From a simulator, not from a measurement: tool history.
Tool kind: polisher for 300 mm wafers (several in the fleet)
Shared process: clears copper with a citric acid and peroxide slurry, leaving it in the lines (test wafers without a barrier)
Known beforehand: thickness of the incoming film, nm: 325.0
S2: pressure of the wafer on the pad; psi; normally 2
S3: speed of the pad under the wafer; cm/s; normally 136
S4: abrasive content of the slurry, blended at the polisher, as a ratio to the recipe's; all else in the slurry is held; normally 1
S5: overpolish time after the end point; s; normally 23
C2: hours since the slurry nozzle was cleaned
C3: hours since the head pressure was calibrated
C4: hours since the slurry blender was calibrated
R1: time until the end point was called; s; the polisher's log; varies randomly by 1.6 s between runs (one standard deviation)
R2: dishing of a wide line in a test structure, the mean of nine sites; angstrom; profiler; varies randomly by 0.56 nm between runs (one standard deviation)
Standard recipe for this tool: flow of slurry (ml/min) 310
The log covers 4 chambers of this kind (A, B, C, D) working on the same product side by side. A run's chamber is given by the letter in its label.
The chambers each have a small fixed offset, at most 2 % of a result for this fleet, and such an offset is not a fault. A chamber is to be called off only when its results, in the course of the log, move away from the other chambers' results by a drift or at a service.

Run 1C, hour 7.5: usual settings; wafers polished on this pad 164; C2 173.7; C3 824.4; C4 185.1. Result: R1 146.32 s, R2 333.44 angstrom.
At hour 7.7: chamber D: slurry blender recalibrated.
Run 2B, hour 15.6: usual settings; wafers polished on this pad 297; C2 205.3; C3 1168.1; C4 20.3. Result: R1 147.77 s, R2 329.95 angstrom.
Run 3D, hour 21.9: usual settings; wafers polished on this pad 430; C2 712.1; C3 522.9; C4 14.2. Result: R1 145.18 s, R2 341.22 angstrom.
Run 4A, hour 28: usual settings; wafers polished on this pad 1240; C2 78.4; C3 72.4; C4 172.9. Result: R1 144.22 s, R2 341.09 angstrom.
Run 5A, hour 38.8: usual settings; wafers polished on this pad 1314; C2 89.2; C3 83.2; C4 183.7. Result: R1 145.98 s, R2 340.1 angstrom.
At hour 42.1: chamber A: worn pad replaced by a new one.
Run 6B, hour 46.6: usual settings; wafers polished on this pad 508; C2 236.3; C3 1199.1; C4 51.3. Result: R1 146.97 s, R2 332.11 angstrom.
At hour 51.4: chamber B: head pressure recalibrated.
Run 7C, hour 54.6: usual settings; wafers polished on this pad 485; C2 220.8; C3 871.5; C4 232.2. Result: R1 144.86 s, R2 328.88 angstrom.
Run 8D, hour 61.6: usual settings; wafers polished on this pad 700; C2 751.8; C3 562.6; C4 53.9. Result: R1 144.12 s, R2 332.93 angstrom.
Run 9D, hour 71.2: usual settings; wafers polished on this pad 766; C2 761.4; C3 572.2; C4 63.5. Result: R1 142.91 s, R2 340.56 angstrom.
Run 10A, hour 79.3: usual settings; wafers polished on this pad 253; C2 129.7; C3 123.7; C4 224.2. Result: R1 145.59 s, R2 337 angstrom.
At hour 88.4: chamber C: slurry blender recalibrated.
Run 11C, hour 88.4: usual settings; wafers polished on this pad 715; C2 254.6; C3 905.3; C4 0. Result: R1 142.6 s, R2 335.01 angstrom.
At hour 90.3: chamber D: slurry nozzle cleaned.
At hour 91.8: chamber A: slurry blender recalibrated.
At hour 97.6: chamber C: slurry nozzle cleaned.
Run 12B, hour 100: usual settings; wafers polished on this pad 871; C2 289.7; C3 48.7; C4 104.7. Result: R1 147.77 s, R2 339.71 angstrom.
Run 13D, hour 110.8: usual settings; wafers polished on this pad 1035; C2 20.6; C3 611.8; C4 103.1. Result: R1 142.88 s, R2 336.55 angstrom.
At hour 116.1: chamber D: worn pad replaced by a new one.
At hour 119.8: chamber C: worn pad replaced by a new one.
Run 14A, hour 123.2: usual settings; wafers polished on this pad 552; C2 173.6; C3 167.6; C4 31.4. Result: R1 147.14 s, R2 344.84 angstrom.
At hour 130.3: chamber D: slurry blender recalibrated.
Run 15C, hour 136.5: usual settings; wafers polished on this pad 113; C2 38.9; C3 953.4; C4 48.1. Result: R1 145.16 s, R2 335.4 angstrom.
Run 16B, hour 145.3: usual settings; wafers polished on this pad 1180; C2 335; C3 94; C4 150. Result: R1 149.07 s, R2 338.94 angstrom.
At hour 151.2: chamber A: slurry nozzle cleaned.
Run 17B, hour 158.4: usual settings; wafers polished on this pad 1269; C2 348.1; C3 107.1; C4 163.1. Result: R1 150.65 s, R2 343.33 angstrom.
At hour 160.6: chamber B: worn pad replaced by a new one.
Run 18C, hour 170.6: usual settings; wafers polished on this pad 345; C2 73; C3 987.5; C4 82.2. Result: R1 145.28 s, R2 334.41 angstrom.
Run 19A, hour 184: usual settings; wafers polished on this pad 965; C2 32.8; C3 228.4; C4 92.2. Result: R1 143.6 s, R2 340.81 angstrom.
Run 20D, hour 196.2: usual settings but S5 31 s; wafers polished on this pad 545; C2 106; C3 697.2; C4 66. Result: R1 141.26 s, R2 422.43 angstrom.
At hour 201.8: chamber A: worn pad replaced by a new one.
Run 21C, hour 205.4: usual settings but S5 31 s; wafers polished on this pad 582; C2 107.8; C3 1022.3; C4 117. Result: R1 146.07 s, R2 423.21 angstrom.
Run 22A, hour 218.4: usual settings but S5 31 s; wafers polished on this pad 112; C2 67.2; C3 262.8; C4 126.6. Result: R1 147.06 s, R2 423.4 angstrom.
Run 23D, hour 224.9: usual settings but S5 31 s; wafers polished on this pad 740; C2 134.7; C3 725.9; C4 94.7. Result: R1 142.87 s, R2 428.21 angstrom.
Run 24B, hour 237.9: usual settings; wafers polished on this pad 526; C2 427.6; C3 186.6; C4 242.6. Result: R1 148.24 s, R2 333.44 angstrom.
Run 25D, hour 245.4: usual settings; wafers polished on this pad 879; C2 155.2; C3 746.4; C4 115.2. Result: R1 142.28 s, R2 322.8 angstrom.
At hour 253.6: chamber D: slurry blender recalibrated.
Run 26B, hour 255.5: usual settings; wafers polished on this pad 645; C2 445.2; C3 204.2; C4 260.2. Result: R1 144.86 s, R2 337.32 angstrom.
Run 27A, hour 263.4: usual settings; wafers polished on this pad 419; C2 112.2; C3 307.8; C4 171.6. Result: R1 144.55 s, R2 329.89 angstrom.
Run 28C, hour 270.2: usual settings; wafers polished on this pad 1023; C2 172.6; C3 1087.1; C4 181.8. Result: R1 145.73 s, R2 330.21 angstrom.
At hour 277.3: chamber C: worn pad replaced by a new one.
Run 29C, hour 282.9: usual settings; wafers polished on this pad 38; C2 185.3; C3 1099.8; C4 194.5. Result: R1 145.1 s, R2 339.31 angstrom.
At hour 287.5: chamber A: slurry blender recalibrated.
At hour 289.6: chamber B: slurry blender recalibrated.
Run 30A, hour 292.3: usual settings; wafers polished on this pad 615; C2 141.1; C3 336.7; C4 4.8. Result: R1 146.37 s, R2 340.26 angstrom.
Run 31B, hour 301.7: usual settings but S2 2.3 psi; wafers polished on this pad 960; C2 491.4; C3 250.4; C4 12.2. Result: R1 128.53 s, R2 385.17 angstrom.
At hour 301.9: chamber D: worn pad replaced by a new one.
Run 32D, hour 310: usual settings but S2 2.3 psi; wafers polished on this pad 55; C2 219.8; C3 811; C4 56.5. Result: R1 126.92 s, R2 381.46 angstrom.
Run 33A, hour 317: usual settings but S2 2.3 psi; wafers polished on this pad 783; C2 165.8; C3 361.4; C4 29.5. Result: R1 126.51 s, R2 382.36 angstrom.
Run 34C, hour 324.9: usual settings but S2 2.3 psi; wafers polished on this pad 324; C2 227.3; C3 1141.8; C4 236.5. Result: R1 127.07 s, R2 370.05 angstrom.
Run 35D, hour 332.4: usual settings; wafers polished on this pad 207; C2 242.2; C3 833.4; C4 78.9. Result: R1 141.78 s, R2 331.29 angstrom.
At hour 334.8: chamber B: slurry nozzle cleaned.
At hour 337.7: chamber B: worn pad replaced by a new one.
Run 36B, hour 345.7: usual settings; wafers polished on this pad 54; C2 11; C3 294.4; C4 56.2. Result: R1 143.91 s, R2 333.69 angstrom.
Run 37D, hour 355.4: usual settings; wafers polished on this pad 364; C2 265.2; C3 856.4; C4 101.9. Result: R1 142.4 s, R2 325.7 angstrom.

What goes on in this fleet: one chamber off, a drifting gauge, or nothing beyond the chambers' own small offsets? Name the chamber and the cause, if any.

Neither any chamber nor the gauge drifts; the chambers differ only by their own small, steady offsets.
